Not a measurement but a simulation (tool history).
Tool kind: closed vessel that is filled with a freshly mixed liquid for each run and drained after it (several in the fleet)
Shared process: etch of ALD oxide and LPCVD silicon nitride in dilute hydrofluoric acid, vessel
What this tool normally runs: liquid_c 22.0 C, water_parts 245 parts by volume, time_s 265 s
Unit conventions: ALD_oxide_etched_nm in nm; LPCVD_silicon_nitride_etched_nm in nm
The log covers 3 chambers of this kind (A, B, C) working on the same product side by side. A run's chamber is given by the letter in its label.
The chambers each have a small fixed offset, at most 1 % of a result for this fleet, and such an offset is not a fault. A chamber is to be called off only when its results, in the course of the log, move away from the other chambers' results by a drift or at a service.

run   hour  liquid_c  water_parts  time_s  hours since the thermometer was replaced  hours since the hydrofluoric acid flow meter was replaced  read-back film thickness of the ALD oxide reference wafer, read on the same gauge (nm)  read-back film thickness of the LPCVD silicon nitride reference wafer, read on the same gauge (nm)  ALD_oxide_etched_nm  LPCVD_silicon_nitride_etched_nm
 1C   11.5      22.0          245     265                                     325.8                                                      576.0                                                                                  139.99                                                                                              80.020               19.364                          0.53020
 2A   26.3      22.0          245     265                                    1907.0                                                     1716.3                                                                                  140.01                                                                                              80.032               19.257                          0.53977
 3B   38.2      22.0          245     265                                     196.8                                                      406.0                                                                                  140.00                                                                                              79.987               19.153                          0.55646
 4A   49.9      22.0          245     265                                    1930.6                                                     1739.9                                                                                  139.99                                                                                              80.008               19.374                          0.53442
 5B   56.9      22.0          245     265                                     215.5                                                      424.7                                                                                  139.96                                                                                              79.998               19.107                          0.51172
 6C   64.0      22.0          245     265                                     378.3                                                      628.5                                                                                  140.01                                                                                              80.038               19.762                          0.58012
 7A   76.8      19.5          135     265                                    1957.5                                                     1766.8                                                                                  139.94                                                                                              80.012               35.920                          0.84532
 8C   86.7      19.5          135     265                                     401.0                                                      651.2                                                                                  140.02                                                                                              79.981               36.146                          0.81440
      93.0  -- chamber B: hydrofluoric acid flow meter replaced
 9B  101.7      19.5          135     265                                     260.3                                                        8.7                                                                                  139.97                                                                                              79.973               34.343                          0.84958
10B  112.9      22.0          245     265                                     271.5                                                       19.9                                                                                  140.04                                                                                              79.947               18.791                          0.57981
11C  124.8      22.0          245     265                                     439.1                                                      689.3                                                                                  139.98                                                                                              79.965               19.437                          0.51845
12A  136.7      22.0          245     265                                    2017.4                                                     1826.7                                                                                  140.01                                                                                              80.044               20.398                          0.52464
13B  145.0      22.0          245     265                                     303.6                                                       52.0                                                                                  140.02                                                                                              80.030               19.258                          0.58413
14C  155.6      22.0          245     265                                     469.9                                                      720.1                                                                                  140.03                                                                                              80.049               19.451                          0.54446
15A  164.5      22.0          245     265                                    2045.2                                                     1854.5                                                                                  139.98                                                                                              79.996               20.290                          0.59117
16C  172.3      22.0          245     265                                     486.6                                                      736.8                                                                                  140.01                                                                                              80.016               19.497                          0.51421
17B  181.1      22.0          245     265                                     339.7                                                       88.1                                                                                  139.98                                                                                              79.970               19.222                          0.53451
18A  195.3      22.0          245     265                                    2076.0                                                     1885.3                                                                                  139.99                                                                                              80.042               20.588                          0.51723
19A  208.0      22.0          245     265                                    2088.7                                                     1898.0                                                                                  140.01                                                                                              80.039               20.615                          0.59509
20C  217.1      20.0          245     400                                     531.4                                                      781.6                                                                                  139.99                                                                                              80.023               27.256                          0.72827
21B  225.4      20.0          245     400                                     384.0                                                      132.4                                                                                  139.99                                                                                              80.045               26.350                          0.70182
22B  237.2      20.0          245     400                                     395.8                                                      144.2                                                                                  139.97                                                                                              79.960               26.959                          0.70910
23A  247.2      22.0          245     265                                    2127.9                                                     1937.2                                                                                  140.05                                                                                              80.010               20.957                          0.53460
24C  258.4      22.0          180     265                                     572.7                                                      822.9                                                                                  139.93                                                                                              80.023               27.993                          0.74876

Each of the 3 chambers runs these same settings next. Fill in every chamber's results:
25A  269.3      22.0          245     190                                                                                                                                                                                                                                                                                                                     ?                                ?
25B  269.3      22.0          245     190                                                                                                                                                                                                                                                                                                                     ?                                ?
25C  269.3      22.0          245     190                                                                                                                                                                                                                                                                                                                     ?                                ?

run  ALD_oxide_etched_nm  LPCVD_silicon_nitride_etched_nm
25A               15.538                          0.42557
25B               13.641                          0.37741
25C               14.040                          0.39005
